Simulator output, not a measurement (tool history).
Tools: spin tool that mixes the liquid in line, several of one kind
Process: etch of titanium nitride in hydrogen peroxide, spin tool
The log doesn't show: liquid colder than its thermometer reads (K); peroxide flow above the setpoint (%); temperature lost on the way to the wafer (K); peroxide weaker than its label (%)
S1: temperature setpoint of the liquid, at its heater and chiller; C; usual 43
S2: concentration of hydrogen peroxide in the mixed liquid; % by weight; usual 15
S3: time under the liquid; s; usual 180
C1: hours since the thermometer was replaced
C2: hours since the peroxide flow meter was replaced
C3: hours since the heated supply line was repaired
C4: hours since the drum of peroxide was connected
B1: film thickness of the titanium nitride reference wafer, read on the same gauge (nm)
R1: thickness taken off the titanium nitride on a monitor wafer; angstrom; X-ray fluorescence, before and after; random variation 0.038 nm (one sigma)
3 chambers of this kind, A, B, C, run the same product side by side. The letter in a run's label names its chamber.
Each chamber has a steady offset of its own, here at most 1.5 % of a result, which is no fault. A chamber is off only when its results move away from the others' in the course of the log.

{"run": "1C", "hour": 10.2, "S1": 43, "S2": 15, "S3": 180, "C1": 168.3, "C2": 544.1, "C3": 1968.9, "C4": 407.4, "B1": 110, "R1": 31.125}
{"hour": 14.0, "done": "chamber A: heated supply line repaired"}
{"run": "2A", "hour": 18.1, "S1": 43, "S2": 15, "S3": 180, "C1": 487.1, "C2": 410.1, "C3": 4.2, "C4": 449, "B1": 110.01, "R1": 30.71}
{"run": "3B", "hour": 24.7, "S1": 43, "S2": 15, "S3": 180, "C1": 695, "C2": 669.4, "C3": 2146.5, "C4": 1216.9, "B1": 109.99, "R1": 30.083}
{"run": "4C", "hour": 35.7, "S1": 43, "S2": 15, "S3": 180, "C1": 193.8, "C2": 569.6, "C3": 1994.4, "C4": 432.9, "B1": 109.95, "R1": 30.975}
{"run": "5B", "hour": 40.8, "S1": 43, "S2": 15, "S3": 180, "C1": 711.1, "C2": 685.5, "C3": 2162.6, "C4": 1233, "B1": 109.98, "R1": 30.565}
{"run": "6A", "hour": 46.9, "S1": 43, "S2": 15, "S3": 180, "C1": 515.9, "C2": 438.9, "C3": 33, "C4": 477.8, "B1": 110.01, "R1": 30.354}
{"run": "7C", "hour": 53.6, "S1": 43, "S2": 15, "S3": 180, "C1": 211.7, "C2": 587.5, "C3": 2012.3, "C4": 450.8, "B1": 110.01, "R1": 30.369}
{"run": "8A", "hour": 61.6, "S1": 43, "S2": 15, "S3": 180, "C1": 530.6, "C2": 453.6, "C3": 47.7, "C4": 492.5, "B1": 110.01, "R1": 30.239}
{"run": "9B", "hour": 72.0, "S1": 43, "S2": 15, "S3": 180, "C1": 742.3, "C2": 716.7, "C3": 2193.8, "C4": 1264.2, "B1": 109.99, "R1": 30.34}
{"run": "10B", "hour": 77.7, "S1": 43, "S2": 12, "S3": 130, "C1": 748, "C2": 722.4, "C3": 2199.5, "C4": 1269.9, "B1": 110, "R1": 20.427}
{"run": "11C", "hour": 83.3, "S1": 43, "S2": 12, "S3": 130, "C1": 241.4, "C2": 617.2, "C3": 2042, "C4": 480.5, "B1": 110, "R1": 21.127}
{"run": "12A", "hour": 88.5, "S1": 43, "S2": 12, "S3": 130, "C1": 557.5, "C2": 480.5, "C3": 74.6, "C4": 519.4, "B1": 109.97, "R1": 21.087}
{"run": "13A", "hour": 96.9, "S1": 43, "S2": 15, "S3": 180, "C1": 565.9, "C2": 488.9, "C3": 83, "C4": 527.8, "B1": 110.02, "R1": 30.98}
{"hour": 103.4, "done": "chamber C: new drum of peroxide connected"}
{"run": "14C", "hour": 107.5, "S1": 43, "S2": 15, "S3": 180, "C1": 265.6, "C2": 641.4, "C3": 2066.2, "C4": 4.2, "B1": 109.99, "R1": 30.842}
{"run": "15B", "hour": 113.2, "S1": 43, "S2": 15, "S3": 180, "C1": 783.5, "C2": 757.9, "C3": 2235, "C4": 1305.4, "B1": 109.98, "R1": 30.032}
{"run": "16A", "hour": 121.8, "S1": 43, "S2": 15, "S3": 180, "C1": 590.8, "C2": 513.8, "C3": 107.9, "C4": 552.7, "B1": 110, "R1": 30.686}
{"run": "17C", "hour": 133.3, "S1": 35, "S2": 15, "S3": 135, "C1": 291.4, "C2": 667.2, "C3": 2092, "C4": 30, "B1": 110.06, "R1": 12.761}
{"run": "18B", "hour": 140.6, "S1": 35, "S2": 15, "S3": 135, "C1": 810.9, "C2": 785.3, "C3": 2262.4, "C4": 1332.8, "B1": 110.01, "R1": 12.2}
{"run": "19C", "hour": 150.0, "S1": 35, "S2": 15, "S3": 135, "C1": 308.1, "C2": 683.9, "C3": 2108.7, "C4": 46.7, "B1": 110.01, "R1": 12.606}
{"run": "20A", "hour": 160.5, "S1": 43, "S2": 15, "S3": 180, "C1": 629.5, "C2": 552.5, "C3": 146.6, "C4": 591.4, "B1": 109.97, "R1": 29.561}
{"run": "21B", "hour": 168.9, "S1": 43, "S2": 15, "S3": 180, "C1": 839.2, "C2": 813.6, "C3": 2290.7, "C4": 1361.1, "B1": 110.03, "R1": 29.647}
{"hour": 177.8, "done": "chamber B: peroxide flow meter replaced"}
{"run": "22A", "hour": 179.4, "S1": 43, "S2": 15, "S3": 180, "C1": 648.4, "C2": 571.4, "C3": 165.5, "C4": 610.3, "B1": 110.03, "R1": 28.685}
{"run": "23C", "hour": 189.0, "S1": 43, "S2": 15, "S3": 180, "C1": 347.1, "C2": 722.9, "C3": 2147.7, "C4": 85.7, "B1": 110, "R1": 31.465}
{"run": "24B", "hour": 195.2, "S1": 43, "S2": 15, "S3": 180, "C1": 865.5, "C2": 17.5, "C3": 2317, "C4": 1387.4, "B1": 109.99, "R1": 30.279}
{"run": "25C", "hour": 201.8, "S1": 43, "S2": 15, "S3": 180, "C1": 359.9, "C2": 735.7, "C3": 2160.5, "C4": 98.5, "B1": 110, "R1": 30.744}
{"run": "26B", "hour": 208.4, "S1": 43, "S2": 15, "S3": 180, "C1": 878.7, "C2": 30.7, "C3": 2330.2, "C4": 1400.6, "B1": 110.01, "R1": 29.829}
{"run": "27A", "hour": 217.9, "S1": 46.5, "S2": 18.5, "S3": 180, "C1": 686.9, "C2": 609.9, "C3": 204, "C4": 648.8, "B1": 110.05, "R1": 38.274}
{"run": "28B", "hour": 226.5, "S1": 46.5, "S2": 18.5, "S3": 180, "C1": 896.8, "C2": 48.8, "C3": 2348.3, "C4": 1418.7, "B1": 110.01, "R1": 39.992}
{"hour": 229.2, "done": "chamber B: new drum of peroxide connected"}
{"run": "29C", "hour": 237.9, "S1": 46.5, "S2": 18.5, "S3": 180, "C1": 396, "C2": 771.8, "C3": 2196.6, "C4": 134.6, "B1": 110, "R1": 41.711}
{"run": "30A", "hour": 245.0, "S1": 43, "S2": 15, "S3": 180, "C1": 714, "C2": 637, "C3": 231.1, "C4": 675.9, "B1": 110.02, "R1": 28.261}
{"hour": 245.9, "done": "chamber B: thermometer replaced"}
{"run": "31A", "hour": 255.5, "S1": 43, "S2": 15, "S3": 180, "C1": 724.5, "C2": 647.5, "C3": 241.6, "C4": 686.4, "B1": 109.99, "R1": 28.187}
{"run": "32B", "hour": 266.7, "S1": 43, "S2": 15, "S3": 180, "C1": 20.9, "C2": 89, "C3": 2388.5, "C4": 37.5, "B1": 109.98, "R1": 30.462}
{"run": "33C", "hour": 272.8, "S1": 43, "S2": 15, "S3": 180, "C1": 430.9, "C2": 806.7, "C3": 2231.5, "C4": 169.5, "B1": 109.98, "R1": 31.474}
{"run": "34B", "hour": 278.3, "S1": 43, "S2": 15, "S3": 180, "C1": 32.5, "C2": 100.6, "C3": 2400.1, "C4": 49.1, "B1": 109.98, "R1": 30.722}
{"run": "35C", "hour": 284.2, "S1": 43, "S2": 15, "S3": 180, "C1": 442.3, "C2": 818.1, "C3": 2242.9, "C4": 180.9, "B1": 110.02, "R1": 31.292}
{"run": "36A", "hour": 293.5, "S1": 43, "S2": 16.5, "S3": 95, "C1": 762.5, "C2": 685.5, "C3": 279.6, "C4": 724.4, "B1": 110.05, "R1": 14.674}
{"run": "37B", "hour": 301.5, "S1": 43, "S2": 16.5, "S3": 95, "C1": 55.7, "C2": 123.8, "C3": 2423.3, "C4": 72.3, "B1": 110, "R1": 16.534}
{"run": "38A", "hour": 308.3, "S1": 43, "S2": 16.5, "S3": 95, "C1": 777.3, "C2": 700.3, "C3": 294.4, "C4": 739.2, "B1": 110.01, "R1": 14.474}
{"run": "39C", "hour": 319.6, "S1": 43, "S2": 15, "S3": 180, "C1": 477.7, "C2": 853.5, "C3": 2278.3, "C4": 216.3, "B1": 110.01, "R1": 31.156}

Is one chamber off against the others, does the gauge drift, or is nothing wrong? If a chamber is off, say which, and what the likeliest cause is.

Chamber A drifts away from the others.
Cause: liquid colder than its thermometer reads (K) = 2.05.
The log may not tell that from: temperature lost on the way to the wafer (K).

Here are 4 candidates for chamber A's next run, each the usual settings with a change, their results left as question marks. Which one brings its results back in line with what the others give on the usual settings?
In line means no further than this from the other chambers' mean on the usual settings: R1 1.3 angstrom
{"run": "40A-1", "hour": 327.9, "S1": 46, "S2": 15, "S3": 180, "R1": "?"}
{"run": "40A-2", "hour": 327.9, "S1": 41, "S2": 15, "S3": 165, "R1": "?"}
{"run": "40A-3", "hour": 327.9, "S1": 41.5, "S2": 15, "S3": 170, "R1": "?"}
{"run": "40A-4", "hour": 327.9, "S1": 43, "S2": 15, "S3": 210, "R1": "?"}

The other chambers' mean on the usual settings: R1 30.648 angstrom
run=40A-1 R1=32.81
run=40A-2 R1=20.591
run=40A-3 R1=22.052
run=40A-4 R1=30.544
40A-4 brings the chamber back in line.
